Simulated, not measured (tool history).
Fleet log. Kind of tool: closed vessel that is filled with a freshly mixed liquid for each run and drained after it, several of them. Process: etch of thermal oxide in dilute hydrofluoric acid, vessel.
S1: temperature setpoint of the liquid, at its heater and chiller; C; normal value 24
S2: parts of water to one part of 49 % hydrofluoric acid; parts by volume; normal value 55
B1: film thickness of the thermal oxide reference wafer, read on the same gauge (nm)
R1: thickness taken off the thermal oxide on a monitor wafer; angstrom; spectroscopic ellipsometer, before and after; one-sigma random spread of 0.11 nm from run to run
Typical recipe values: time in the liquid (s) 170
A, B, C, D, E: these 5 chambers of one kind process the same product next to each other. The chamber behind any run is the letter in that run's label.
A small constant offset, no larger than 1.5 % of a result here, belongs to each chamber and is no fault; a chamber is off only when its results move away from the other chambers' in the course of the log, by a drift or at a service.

Run 1A, hour 6.3: usual settings; B1 29.99. Result: R1 157.26 angstrom.
Run 2C, hour 14.8: usual settings; B1 29.974. Result: R1 153.1 angstrom.
Run 3D, hour 19.7: usual settings; B1 29.965. Result: R1 151.95 angstrom.
At hour 21.7: chamber C: thermometer replaced.
Run 4B, hour 24.8: usual settings; B1 30.001. Result: R1 155.48 angstrom.
Run 5E, hour 30.5: usual settings; B1 30.014. Result: R1 154.43 angstrom.
Run 6A, hour 38.1: usual settings; B1 29.973. Result: R1 155.55 angstrom.
Run 7B, hour 44.4: usual settings; B1 29.998. Result: R1 155.91 angstrom.
Run 8C, hour 49.4: usual settings; B1 30.025. Result: R1 153.47 angstrom.
Run 9E, hour 59.2: usual settings; B1 29.998. Result: R1 152.49 angstrom.
Run 10D, hour 66.4: usual settings; B1 30.027. Result: R1 152.54 angstrom.
Run 11B, hour 73.8: usual settings; B1 29.988. Result: R1 155.66 angstrom.
Run 12D, hour 83.3: usual settings; B1 29.998. Result: R1 153.05 angstrom.
Run 13E, hour 87.6: usual settings; B1 29.988. Result: R1 154.78 angstrom.
Run 14A, hour 93.1: usual settings; B1 30.004. Result: R1 158.05 angstrom.
Run 15C, hour 101.3: usual settings; B1 30.002. Result: R1 154 angstrom.
Run 16B, hour 108.3: usual settings but S1 26 C; B1 29.989. Result: R1 169.84 angstrom.
Run 17D, hour 117.3: usual settings but S1 26 C; B1 30.017. Result: R1 166.01 angstrom.
At hour 120.5: chamber A: thermometer replaced.
Run 18C, hour 124.6: usual settings but S1 26 C; B1 30.011. Result: R1 166.93 angstrom.
Run 19A, hour 129.3: usual settings but S1 26 C; B1 29.995. Result: R1 168.97 angstrom.
Run 20E, hour 134.9: usual settings but S1 26 C; B1 30.015. Result: R1 165.64 angstrom.
Run 21A, hour 142.1: usual settings; B1 30.014. Result: R1 157.96 angstrom.
Run 22B, hour 151: usual settings; B1 29.968. Result: R1 153.54 angstrom.
Run 23E, hour 157.4: usual settings; B1 29.996. Result: R1 155.81 angstrom.
Run 24D, hour 162: usual settings; B1 30.021. Result: R1 147.5 angstrom.
Run 25C, hour 166.3: usual settings; B1 29.994. Result: R1 152.96 angstrom.
Run 26C, hour 173.7: usual settings; B1 29.991. Result: R1 154.78 angstrom.
Run 27A, hour 179.7: usual settings; B1 30.003. Result: R1 157.45 angstrom.
Run 28D, hour 188.3: usual settings; B1 30. Result: R1 146.61 angstrom.
At hour 193.4: chamber B: hydrofluoric acid flow meter replaced.
Run 29B, hour 195.8: usual settings; B1 30.012. Result: R1 153.36 angstrom.
Run 30E, hour 201.9: usual settings; B1 29.962. Result: R1 153.62 angstrom.
Run 31D, hour 210.9: usual settings but S2 45 parts by volume, time in the liquid (s) 120; B1 29.984. Result: R1 126.3 angstrom.
Run 32E, hour 217.9: usual settings but S2 45 parts by volume, time in the liquid (s) 120; B1 29.975. Result: R1 135.24 angstrom.
Run 33C, hour 226.3: usual settings but S2 45 parts by volume, time in the liquid (s) 120; B1 30.016. Result: R1 134.4 angstrom.
Run 34A, hour 231.8: usual settings but S2 45 parts by volume, time in the liquid (s) 120; B1 30.001. Result: R1 137.52 angstrom.
Run 35B, hour 240.2: usual settings but S2 45 parts by volume, time in the liquid (s) 120; B1 30.031. Result: R1 134.51 angstrom.
Run 36E, hour 248: usual settings; B1 30.049. Result: R1 154.96 angstrom.
Run 37B, hour 253.5: usual settings; B1 29.964. Result: R1 155.48 angstrom.

Is one chamber out of step, is the gauge drifting, or do the chambers differ by no more than their own small offsets? For an off chamber, give its letter and the likeliest cause.

One chamber, D, drifts off from the rest bit by bit.
Likeliest cause: liquid colder than its thermometer reads (K) = 2.17.
Not necessarily distinguishable in this log from: hydrofluoric acid flow below the setpoint (%).

Here are 4 candidates for chamber D's next run, each the usual settings with a change, their results left as question marks. Which one brings its results back in line with what the others give on the usual settings?
Counts as in line when no further than this from what the other chambers average on the usual settings: R1 3.7 angstrom
Run 38D-1, hour 260.5: usual settings but S1 24.5 C, time in the liquid (s) 185. Result: R1 ?.
Run 38D-2, hour 260.5: usual settings but S1 24.5 C, S2 50 parts by volume, time in the liquid (s) 185. Result: R1 ?.
Run 38D-3, hour 260.5: usual settings but S1 23.5 C, S2 60 parts by volume, time in the liquid (s) 155. Result: R1 ?.
Run 38D-4, hour 260.5: usual settings but S2 60 parts by volume. Result: R1 ?.

The mean the other chambers reach with the usual settings: R1 154.68 angstrom
  run      R1
38D-1  156.12
38D-2  172.72
38D-3  114.46
38D-4  128.12
38D-1 brings the chamber back in line.
